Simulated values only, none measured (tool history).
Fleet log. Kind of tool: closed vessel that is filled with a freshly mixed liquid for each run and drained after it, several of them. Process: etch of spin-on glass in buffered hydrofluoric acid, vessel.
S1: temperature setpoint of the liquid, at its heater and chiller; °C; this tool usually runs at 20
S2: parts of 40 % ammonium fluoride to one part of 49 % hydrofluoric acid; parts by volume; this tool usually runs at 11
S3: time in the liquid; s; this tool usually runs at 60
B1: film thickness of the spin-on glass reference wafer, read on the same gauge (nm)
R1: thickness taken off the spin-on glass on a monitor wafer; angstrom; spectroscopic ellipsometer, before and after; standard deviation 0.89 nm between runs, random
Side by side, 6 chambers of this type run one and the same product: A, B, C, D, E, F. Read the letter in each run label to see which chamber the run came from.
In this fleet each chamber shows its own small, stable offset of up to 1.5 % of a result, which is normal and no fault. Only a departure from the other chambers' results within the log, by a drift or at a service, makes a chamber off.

| run | hour | S1 | S2 | S3 | B1 | R1 |
|---|---|---|---|---|---|---|
| 1D | 3.6 | 20 | 11 | 60 | 139.98 | 1579.7 |
|  | 6.2 | chamber C: thermometer replaced |
| 2B | 8 | 20 | 11 | 60 | 139.96 | 1608.7 |
| 3C | 12.4 | 20 | 11 | 60 | 140.01 | 1580.2 |
| 4F | 16 | 20 | 11 | 60 | 139.94 | 1597.4 |
| 5A | 19.7 | 20 | 11 | 60 | 139.96 | 1573.3 |
| 6E | 22.5 | 20 | 11 | 60 | 140.01 | 1607.1 |
| 7C | 26.1 | 20 | 7.5 | 60 | 140.01 | 2244.7 |
| 8F | 29.1 | 20 | 7.5 | 60 | 139.99 | 2318.2 |
| 9B | 32.1 | 20 | 7.5 | 60 | 139.97 | 2306 |
| 10A | 34.9 | 20 | 7.5 | 60 | 139.99 | 2243.8 |
| 11D | 38 | 20 | 7.5 | 60 | 140 | 2246 |
| 12E | 41.5 | 20 | 7.5 | 60 | 139.99 | 2302 |
| 13F | 44.3 | 20 | 11 | 60 | 139.98 | 1601.9 |
| 14E | 47.5 | 20 | 11 | 60 | 140.01 | 1604.7 |
| 15B | 50.7 | 20 | 11 | 60 | 139.97 | 1608.3 |
| 16C | 53.9 | 20 | 11 | 60 | 139.97 | 1592.1 |
| 17D | 55.9 | 20 | 11 | 60 | 140.02 | 1585.8 |
| 18A | 59.5 | 20 | 11 | 60 | 139.93 | 1576.1 |
| 19B | 64 | 20 | 11 | 60 | 140.01 | 1631.1 |
| 20C | 66.3 | 20 | 11 | 60 | 140.01 | 1575.3 |
| 21F | 70.7 | 20 | 11 | 60 | 140.02 | 1609.7 |
| 22A | 73.9 | 20 | 11 | 60 | 139.98 | 1580 |
| 23D | 76.8 | 20 | 11 | 60 | 139.99 | 1574.5 |
| 24E | 79.1 | 20 | 11 | 60 | 140.01 | 1593.8 |
| 25B | 82 | 20 | 11 | 60 | 139.99 | 1608.1 |
| 26F | 84.3 | 20 | 11 | 60 | 139.96 | 1611.7 |
| 27D | 88.2 | 20 | 7.5 | 60 | 139.97 | 2241 |
| 28E | 91.2 | 20 | 7.5 | 60 | 140.09 | 2287.9 |
| 29A | 94.2 | 20 | 7.5 | 60 | 139.95 | 2244.7 |
| 30C | 97.2 | 20 | 7.5 | 60 | 140.01 | 2246.3 |
| 31B | 101.4 | 20 | 7.5 | 60 | 140.04 | 2299.6 |
| 32E | 105.1 | 20 | 7.5 | 60 | 139.96 | 2279.4 |
| 33F | 109.3 | 20 | 11 | 60 | 140.02 | 1602.8 |
| 34C | 112.3 | 20 | 11 | 60 | 139.99 | 1579.7 |
| 35D | 115.8 | 20 | 11 | 60 | 140 | 1593.8 |
| 36A | 117.8 | 20 | 11 | 60 | 139.97 | 1567.5 |
| 37B | 121.8 | 20 | 11 | 60 | 140.01 | 1606.3 |
| 38F | 124.8 | 17 | 11 | 80 | 139.97 | 1813.1 |

All 6 chambers run these settings next. Forecast each chamber's results:
| 39A | 128 | 20 | 11 | 60 |  | ? |
| 39B | 128 | 20 | 11 | 60 |  | ? |
| 39C | 128 | 20 | 11 | 60 |  | ? |
| 39D | 128 | 20 | 11 | 60 |  | ? |
| 39E | 128 | 20 | 11 | 60 |  | ? |
| 39F | 128 | 20 | 11 | 60 |  | ? |

| run | R1 |
|---|---|
| 39A | 1579.7 |
| 39B | 1619.9 |
| 39C | 1575.6 |
| 39D | 1573.7 |
| 39E | 1600.7 |
| 39F | 1610.2 |
